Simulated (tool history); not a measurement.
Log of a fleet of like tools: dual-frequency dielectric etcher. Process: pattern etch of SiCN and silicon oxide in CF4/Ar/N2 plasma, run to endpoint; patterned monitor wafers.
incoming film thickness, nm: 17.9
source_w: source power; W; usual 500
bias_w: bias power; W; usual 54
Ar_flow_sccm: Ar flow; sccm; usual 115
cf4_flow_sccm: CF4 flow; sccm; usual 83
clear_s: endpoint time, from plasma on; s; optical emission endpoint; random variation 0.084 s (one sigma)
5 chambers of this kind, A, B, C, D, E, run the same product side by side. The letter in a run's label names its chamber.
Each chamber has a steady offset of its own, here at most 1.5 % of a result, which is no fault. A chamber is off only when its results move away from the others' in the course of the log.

run	hour	source_w	bias_w	Ar_flow_sccm	cf4_flow_sccm	hours since the last wet clean	hours since the last source power generator calibration	hours since the last bias power generator calibration	hours since the last Ar flow controller change	hours since the last CF4 flow controller change	clear_s
1B	13.2	500	54	115	83	143	1033.6	1708.8	1612.5	1365.9	20.858
2E	22.9	500	54	115	83	136.9	1795.5	1319.4	434.7	442.6	20.782
3A	37.2	500	54	115	83	334.4	326.7	2586.6	1775.7	1631.5	20.901
4C	51.7	500	54	115	83	316.9	1117.6	1156.9	1081.7	1221.2	20.633
5D	61.6	390	62	115	83	430.4	537.7	3378.4	1935.3	2222.5	24.991
6A	70.1	390	62	115	83	367.3	359.6	2619.5	1808.6	1664.4	24.966
7E	84.1	390	62	115	83	198.1	1856.7	1380.6	495.9	503.8	24.869
8B	93.7	390	62	115	83	223.5	1114.1	1789.3	1693	1446.4	24.737
9D	108	390	62	115	83	476.8	584.1	3424.8	1981.7	2268.9	24.941
10C	116.1	500	54	115	83	381.3	1182	1221.3	1146.1	1285.6	20.502
# hour 121.9: chamber D: wet clean of the chamber
11C	130.1	500	54	115	83	395.3	1196	1235.3	1160.1	1299.6	20.696
12D	138.7	500	54	115	83	16.9	614.8	3455.5	2012.4	2299.6	21.022
13A	148.9	500	54	115	83	446.1	438.4	2698.3	1887.4	1743.2	20.962
14E	158.4	500	54	115	83	272.4	1931	1454.9	570.2	578.1	20.852
15B	168.4	500	54	136	68	298.2	1188.8	1864	1767.7	1521.1	22.221
16E	175.6	500	54	136	68	289.6	1948.2	1472.1	587.4	595.3	22.25
17B	183.2	500	54	136	68	313	1203.6	1878.8	1782.5	1535.9	22.278
18A	194.3	500	54	136	68	491.5	483.8	2743.7	1932.8	1788.6	22.448
19C	204.9	500	54	136	68	470.1	1270.8	1310.1	1234.9	1374.4	22.054
20D	214.3	500	54	115	83	92.5	690.4	3531.1	2088	2375.2	20.816
# hour 215.4: chamber C: wet clean of the chamber
# hour 226: chamber A: bias power generator calibrated
# hour 226.4: chamber A: wet clean of the chamber
21B	228.4	500	54	115	83	358.2	1248.8	1924	1827.7	1581.1	21.176
22E	240.6	500	54	115	83	354.6	2013.2	1537.1	652.4	660.3	20.861
# hour 245.7: chamber D: bias power generator calibrated
# hour 251.2: chamber A: Ar flow controller replaced
23C	251.2	500	54	115	83	35.8	1317.1	1356.4	1281.2	1420.7	20.656
24A	263.7	500	54	115	83	37.3	553.2	37.7	12.6	1858	21.04
25D	276.6	570	54	115	64	154.8	752.7	30.9	2150.3	2437.5	19.576
# hour 286.4: chamber B: wet clean of the chamber
26D	292	570	54	115	64	170.2	768.1	46.3	2165.7	2452.9	19.512
# hour 300.9: chamber B: Ar flow controller replaced
27B	301.4	570	54	115	64	15.1	1321.8	1997	0.6	1654.1	19.72
28C	314	570	54	115	64	98.6	1379.9	1419.2	1344	1483.5	19.292
29A	324.6	570	54	115	64	98.2	614.1	98.6	73.5	1918.9	19.503
# hour 337.9: chamber A: CF4 flow controller replaced
30E	339.1	500	54	115	83	453.1	2111.7	1635.6	750.9	758.8	20.688
31E	350.5	500	54	115	83	464.5	2123.1	1647	762.3	770.2	20.785
# hour 351.8: chamber B: CF4 flow controller replaced
32B	358.4	500	54	115	83	72.1	1378.8	2054	57.6	6.6	21.306
33C	369.1	500	54	115	83	153.7	1435	1474.3	1399.1	1538.6	20.628
34D	383.5	500	54	115	83	261.7	859.6	137.8	2257.2	2544.4	20.94
35A	392.7	500	54	115	83	166.3	682.2	166.7	141.6	54.8	20.779
36E	408	390	54	115	83	522	2180.6	1704.5	819.8	827.7	26.207
37D	420	390	54	115	83	298.2	896.1	174.3	2293.7	2580.9	26.208
38C	426.7	390	54	115	83	211.3	1492.6	1531.9	1456.7	1596.2	25.605
39A	434.3	390	54	115	83	207.9	723.8	208.3	183.2	96.4	26.012
40B	447	390	54	115	83	160.7	1467.4	2142.6	146.2	95.2	26.97
41C	454.4	500	54	115	83	239	1520.3	1559.6	1484.4	1623.9	20.675
42B	462.9	500	54	115	83	176.6	1483.3	2158.5	162.1	111.1	21.631
43D	471.6	500	62	142	83	349.8	947.7	225.9	2345.3	2632.5	20.744

Is one chamber off against the others, does the gauge drift, or is nothing wrong? If a chamber is off, say which, and what the likeliest cause is.

Chamber B drifts away from the others.
Cause: source power that arrives under what is set, % = 4.76.

Here are 4 candidates for chamber B's next run, each the usual settings with a change, their results left as question marks. Which one brings its results back in line with what the others give on the usual settings?
In line means no further than this from the other chambers' mean on the usual settings: clear_s 0.3 s
44B-1	482.5	500	47	115	83						?
44B-2	482.5	460	54	115	83						?
44B-3	482.5	500	54	115	104						?
44B-4	482.5	540	54	115	83						?

The other chambers' mean on the usual settings: clear_s 20.823 s
run	clear_s
44B-1	22.689
44B-2	23.376
44B-3	20.966
44B-4	20.309
44B-3 brings the chamber back in line.
